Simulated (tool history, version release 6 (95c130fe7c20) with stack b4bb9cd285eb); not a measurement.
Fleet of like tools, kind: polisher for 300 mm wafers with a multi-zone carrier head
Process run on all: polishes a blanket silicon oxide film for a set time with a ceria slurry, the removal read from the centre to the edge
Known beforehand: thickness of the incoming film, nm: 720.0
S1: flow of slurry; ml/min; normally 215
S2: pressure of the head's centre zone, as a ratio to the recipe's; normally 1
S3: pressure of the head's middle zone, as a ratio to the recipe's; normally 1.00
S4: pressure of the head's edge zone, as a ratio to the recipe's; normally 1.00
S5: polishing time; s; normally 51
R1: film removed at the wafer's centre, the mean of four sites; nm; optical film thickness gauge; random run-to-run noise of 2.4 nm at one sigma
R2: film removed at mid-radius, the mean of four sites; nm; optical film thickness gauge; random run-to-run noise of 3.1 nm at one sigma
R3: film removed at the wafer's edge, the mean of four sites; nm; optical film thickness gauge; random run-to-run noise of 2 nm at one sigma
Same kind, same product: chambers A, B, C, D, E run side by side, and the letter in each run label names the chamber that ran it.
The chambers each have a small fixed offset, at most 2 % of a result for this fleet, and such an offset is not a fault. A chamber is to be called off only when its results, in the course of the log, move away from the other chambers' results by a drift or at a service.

| run | hour | S1 | S2 | S3 | S4 | S5 | R1 | R2 | R3 |
|---|---|---|---|---|---|---|---|---|---|
| 1E | 11.7 | 215 | 1 | 1.00 | 1.00 | 51 | 288.60 | 293.56 | 294.91 |
|  | 21.6 | chamber E: worn pad replaced by a new one |
| 2B | 23.9 | 215 | 1 | 1.00 | 1.00 | 51 | 291.96 | 285.32 | 292.66 |
| 3D | 35.8 | 215 | 1 | 1.00 | 1.00 | 51 | 291.82 | 291.29 | 286.04 |
|  | 38.7 | chamber D: worn pad replaced by a new one |
| 4A | 41.7 | 215 | 1 | 1.00 | 1.00 | 51 | 292.96 | 290.27 | 294.73 |
| 5C | 49.1 | 215 | 1 | 1.00 | 1.00 | 51 | 288.98 | 291.48 | 293.48 |
| 6E | 57.4 | 215 | 1 | 1.00 | 1.00 | 51 | 287.50 | 289.56 | 287.87 |
|  | 62.6 | chamber E: slurry nozzle cleaned |
|  | 64.3 | chamber A: edge zone pressure recalibrated |
|  | 67.7 | chamber B: worn pad replaced by a new one |
| 7B | 68.1 | 255 | 1 | 1.00 | 1.00 | 51 | 301.94 | 300.55 | 297.58 |
|  | 71.9 | chamber A: worn pad replaced by a new one |
|  | 77.3 | chamber D: slurry nozzle cleaned |
| 8C | 78.6 | 255 | 1 | 1.00 | 1.00 | 51 | 295.14 | 292.44 | 296.21 |
| 9A | 87.7 | 255 | 1 | 1.00 | 1.00 | 51 | 299.55 | 299.83 | 296.08 |
|  | 93.7 | chamber E: worn pad replaced by a new one |
| 10D | 95.5 | 255 | 1 | 1.00 | 1.00 | 51 | 300.28 | 296.09 | 291.91 |
|  | 103.4 | chamber A: slurry nozzle cleaned |
| 11D | 106.5 | 255 | 1 | 1.00 | 1.00 | 51 | 300.01 | 298.58 | 290.51 |
|  | 113.9 | chamber D: worn pad replaced by a new one |
|  | 115.7 | chamber C: slurry nozzle cleaned |
| 12B | 119.0 | 215 | 1 | 1.00 | 1.00 | 51 | 294.22 | 293.24 | 291.45 |
|  | 123.5 | chamber C: centre zone pressure recalibrated |
| 13E | 124.5 | 215 | 1 | 1.11 | 1.07 | 51 | 290.14 | 319.27 | 299.47 |
|  | 128.1 | chamber E: edge zone pressure recalibrated |
|  | 132.3 | chamber B: worn pad replaced by a new one |
| 14C | 136.8 | 215 | 1 | 1.11 | 1.07 | 51 | 284.74 | 317.55 | 295.25 |
|  | 141.0 | chamber A: worn pad replaced by a new one |
| 15A | 143.0 | 215 | 1 | 1.11 | 1.07 | 51 | 288.72 | 324.37 | 303.74 |
| 16E | 153.2 | 215 | 1 | 1.11 | 1.07 | 51 | 285.34 | 313.57 | 299.65 |
| 17B | 164.7 | 215 | 1 | 1.11 | 1.07 | 51 | 291.73 | 320.49 | 295.49 |
|  | 171.8 | chamber E: worn pad replaced by a new one |
| 18D | 177.4 | 215 | 1 | 1.00 | 1.00 | 51 | 299.19 | 289.36 | 292.75 |
| 19C | 183.6 | 215 | 1 | 1.00 | 1.00 | 51 | 279.68 | 280.55 | 278.86 |
| 20A | 189.3 | 215 | 1 | 1.00 | 1.00 | 51 | 295.31 | 287.87 | 294.99 |
|  | 194.3 | chamber B: worn pad replaced by a new one |
| 21E | 199.1 | 215 | 1 | 1.00 | 1.00 | 51 | 286.31 | 288.10 | 288.99 |
|  | 210.2 | chamber A: worn pad replaced by a new one |
| 22D | 211.1 | 215 | 1 | 1.00 | 1.00 | 51 | 287.13 | 289.23 | 291.42 |
|  | 211.9 | chamber D: worn pad replaced by a new one |
| 23C | 220.4 | 215 | 1 | 1.00 | 1.00 | 51 | 271.03 | 267.26 | 274.52 |
| 24A | 227.3 | 215 | 1 | 1.00 | 1.00 | 51 | 291.48 | 292.78 | 292.20 |
|  | 231.2 | chamber C: edge zone pressure recalibrated |
| 25B | 237.5 | 215 | 1 | 1.00 | 1.00 | 51 | 291.24 | 288.58 | 290.31 |
| 26D | 244.6 | 215 | 1 | 1.00 | 1.00 | 51 | 294.21 | 292.94 | 289.88 |
|  | 253.3 | chamber B: worn pad replaced by a new one |
| 27C | 257.1 | 215 | 1 | 1.00 | 1.00 | 51 | 269.09 | 274.08 | 273.15 |
|  | 259.6 | chamber E: worn pad replaced by a new one |
| 28B | 264.6 | 160 | 1 | 1.00 | 0.90 | 51 | 277.25 | 281.85 | 265.73 |
|  | 271.9 | chamber B: centre zone pressure recalibrated |
| 29E | 276.9 | 160 | 1 | 1.00 | 0.90 | 51 | 271.38 | 277.85 | 265.80 |
|  | 286.2 | chamber A: worn pad replaced by a new one |
| 30A | 286.5 | 160 | 1 | 1.00 | 0.90 | 51 | 276.16 | 272.17 | 267.48 |
|  | 292.8 | chamber D: worn pad replaced by a new one |
| 31C | 296.7 | 160 | 1 | 1.00 | 0.90 | 51 | 251.79 | 252.42 | 242.51 |
| 32B | 306.5 | 160 | 1 | 1.00 | 0.90 | 51 | 276.83 | 279.15 | 267.48 |
| 33D | 319.1 | 215 | 1 | 1.00 | 1.00 | 51 | 294.15 | 289.88 | 291.34 |
| 34A | 326.3 | 215 | 1 | 1.00 | 1.00 | 51 | 292.52 | 286.85 | 290.90 |
| 35E | 332.8 | 215 | 1 | 1.00 | 1.00 | 51 | 285.62 | 289.47 | 288.74 |

Next, every chamber runs the same settings. What will each give?
| 36A | 341.9 | 215 | 1 | 1.00 | 1.00 | 51 | ? | ? | ? |
| 36B | 341.9 | 215 | 1 | 1.00 | 1.00 | 51 | ? | ? | ? |
| 36C | 341.9 | 215 | 1 | 1.00 | 1.00 | 51 | ? | ? | ? |
| 36D | 341.9 | 215 | 1 | 1.00 | 1.00 | 51 | ? | ? | ? |
| 36E | 341.9 | 215 | 1 | 1.00 | 1.00 | 51 | ? | ? | ? |

| run | R1 | R2 | R3 |
|---|---|---|---|
| 36A | 291.97 | 290.86 | 293.35 |
| 36B | 293.72 | 289.06 | 294.92 |
| 36C | 258.00 | 256.91 | 261.90 |
| 36D | 297.22 | 291.34 | 290.34 |
| 36E | 288.81 | 285.84 | 288.56 |

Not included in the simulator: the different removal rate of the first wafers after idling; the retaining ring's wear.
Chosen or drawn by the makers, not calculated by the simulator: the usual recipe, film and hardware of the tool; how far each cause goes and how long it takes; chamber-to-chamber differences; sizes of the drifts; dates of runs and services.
